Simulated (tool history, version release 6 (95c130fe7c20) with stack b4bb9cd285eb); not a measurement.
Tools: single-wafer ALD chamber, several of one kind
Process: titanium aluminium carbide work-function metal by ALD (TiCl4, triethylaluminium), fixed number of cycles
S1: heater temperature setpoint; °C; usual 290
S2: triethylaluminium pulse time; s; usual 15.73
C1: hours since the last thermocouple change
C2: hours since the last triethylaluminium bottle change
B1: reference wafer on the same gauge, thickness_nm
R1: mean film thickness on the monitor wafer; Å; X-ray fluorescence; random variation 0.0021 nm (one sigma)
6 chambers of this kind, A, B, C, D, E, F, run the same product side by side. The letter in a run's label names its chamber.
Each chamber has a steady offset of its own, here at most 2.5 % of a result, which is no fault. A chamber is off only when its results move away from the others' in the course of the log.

run 1E day=0.125 | S1=290 S2=15.73 | C1=1455.9 C2=48.1 | B1=1.6397 | R1=19.235
run 2A day=0.258 | S1=290 S2=15.73 | C1=939.2 C2=858.1 | B1=1.6399 | R1=19.644
run 3D day=0.454 | S1=290 S2=15.73 | C1=901.2 C2=803.3 | B1=1.6396 | R1=19.845
run 4C day=0.642 | S1=290 S2=15.73 | C1=724.3 C2=734.7 | B1=1.6395 | R1=19.681
run 5B day=0.838 | S1=290 S2=15.73 | C1=705.3 C2=39.6 | B1=1.639 | R1=19.647
run 6F day=0.95 | S1=290 S2=15.73 | C1=2262.2 C2=798.9 | B1=1.6392 | R1=19.753
run 7B day=1.154 | S1=290 S2=15.73 | C1=712.9 C2=47.2 | B1=1.6387 | R1=19.671
run 8E day=1.358 | S1=290 S2=15.73 | C1=1485.5 C2=77.7 | B1=1.6387 | R1=19.22
run 9A day=1.467 | S1=290 S2=15.73 | C1=968.2 C2=887.1 | B1=1.6381 | R1=19.605
run 10D day=1.558 | S1=290 S2=15.73 | C1=927.7 C2=829.8 | B1=1.6391 | R1=19.89
run 11F day=1.762 | S1=290 S2=21 | C1=2281.7 C2=818.4 | B1=1.6378 | R1=19.763
run 12C day=1.962 | S1=290 S2=21 | C1=756 C2=766.4 | B1=1.6377 | R1=19.74
run 13F day=2.162 | S1=290 S2=21 | C1=2291.3 C2=828 | B1=1.6379 | R1=19.762
run 14A day=2.338 | S1=290 S2=21 | C1=989.1 C2=908 | B1=1.6373 | R1=19.7
run 15D day=2.512 | S1=290 S2=21 | C1=950.6 C2=852.7 | B1=1.6377 | R1=19.888
run 16B day=2.638 | S1=290 S2=21 | C1=748.5 C2=82.8 | B1=1.6372 | R1=19.717
run 17E day=2.833 | S1=290 S2=15.73 | C1=1520.9 C2=113.1 | B1=1.637 | R1=19.176
run 18C day=3.004 | S1=290 S2=15.73 | C1=781 C2=791.4 | B1=1.6367 | R1=19.637
run 19E day=3.154 | S1=290 S2=15.73 | C1=1528.6 C2=120.8 | B1=1.6371 | R1=19.18
-- day=3.212 chamber F: triethylaluminium bottle replaced
run 20C day=3.292 | S1=290 S2=15.73 | C1=787.9 C2=798.3 | B1=1.6364 | R1=19.627
run 21A day=3.5 | S1=290 S2=15.73 | C1=1017 C2=935.9 | B1=1.6361 | R1=19.655
run 22F day=3.667 | S1=301 S2=17.73 | C1=2327.4 C2=11 | B1=1.6363 | R1=20.713
run 23D day=3.788 | S1=301 S2=17.73 | C1=981.2 C2=883.3 | B1=1.6363 | R1=20.882
run 24B day=3.9 | S1=301 S2=17.73 | C1=778.8 C2=113.1 | B1=1.6357 | R1=20.657
run 25C day=4.083 | S1=301 S2=17.73 | C1=806.9 C2=817.3 | B1=1.6359 | R1=20.643
run 26E day=4.283 | S1=301 S2=17.73 | C1=1555.7 C2=147.9 | B1=1.6361 | R1=20.155
run 27F day=4.475 | S1=301 S2=17.73 | C1=2346.8 C2=30.4 | B1=1.6355 | R1=20.699
run 28D day=4.575 | S1=290 S2=19.35 | C1=1000.1 C2=902.2 | B1=1.6351 | R1=19.889
run 29B day=4.779 | S1=290 S2=19.35 | C1=799.9 C2=134.2 | B1=1.6352 | R1=19.672
run 30A day=4.908 | S1=290 S2=19.35 | C1=1050.8 C2=969.7 | B1=1.6347 | R1=19.685
run 31C day=5.075 | S1=290 S2=19.35 | C1=830.7 C2=841.1 | B1=1.635 | R1=19.669
run 32B day=5.212 | S1=290 S2=19.35 | C1=810.3 C2=144.6 | B1=1.6349 | R1=19.704
run 33D day=5.408 | S1=290 S2=19.35 | C1=1020.1 C2=922.2 | B1=1.634 | R1=19.894
run 34F day=5.542 | S1=290 S2=15.73 | C1=2372.4 C2=56 | B1=1.6339 | R1=19.665
run 35A day=5.733 | S1=290 S2=15.73 | C1=1070.6 C2=989.5 | B1=1.6343 | R1=19.579
run 36E day=5.921 | S1=290 S2=15.73 | C1=1595 C2=187.2 | B1=1.6336 | R1=19.149
run 37F day=6.096 | S1=305 S2=15.73 | C1=2385.7 C2=69.3 | B1=1.6339 | R1=21.038
run 38B day=6.254 | S1=305 S2=15.73 | C1=835.3 C2=169.6 | B1=1.6337 | R1=20.87
run 39E day=6.371 | S1=305 S2=15.73 | C1=1605.8 C2=198 | B1=1.6332 | R1=20.473
run 40D day=6.512 | S1=305 S2=15.73 | C1=1046.6 C2=948.7 | B1=1.6335 | R1=21.127
run 41C day=6.612 | S1=305 S2=15.73 | C1=867.6 C2=878 | B1=1.6336 | R1=20.943
run 42A day=6.779 | S1=305 S2=15.73 | C1=1095.7 C2=1014.6 | B1=1.6332 | R1=20.931

All 6 chambers run these settings next. Forecast each chamber's results:
run 43A day=6.929 | S1=296 S2=15.73 | R1=?
run 43B day=6.929 | S1=296 S2=15.73 | R1=?
run 43C day=6.929 | S1=296 S2=15.73 | R1=?
run 43D day=6.929 | S1=296 S2=15.73 | R1=?
run 43E day=6.929 | S1=296 S2=15.73 | R1=?
run 43F day=6.929 | S1=296 S2=15.73 | R1=?

run=43A R1=20.096
run=43B R1=20.12
run=43C R1=20.129
run=43D R1=20.347
run=43E R1=19.658
run=43F R1=20.146
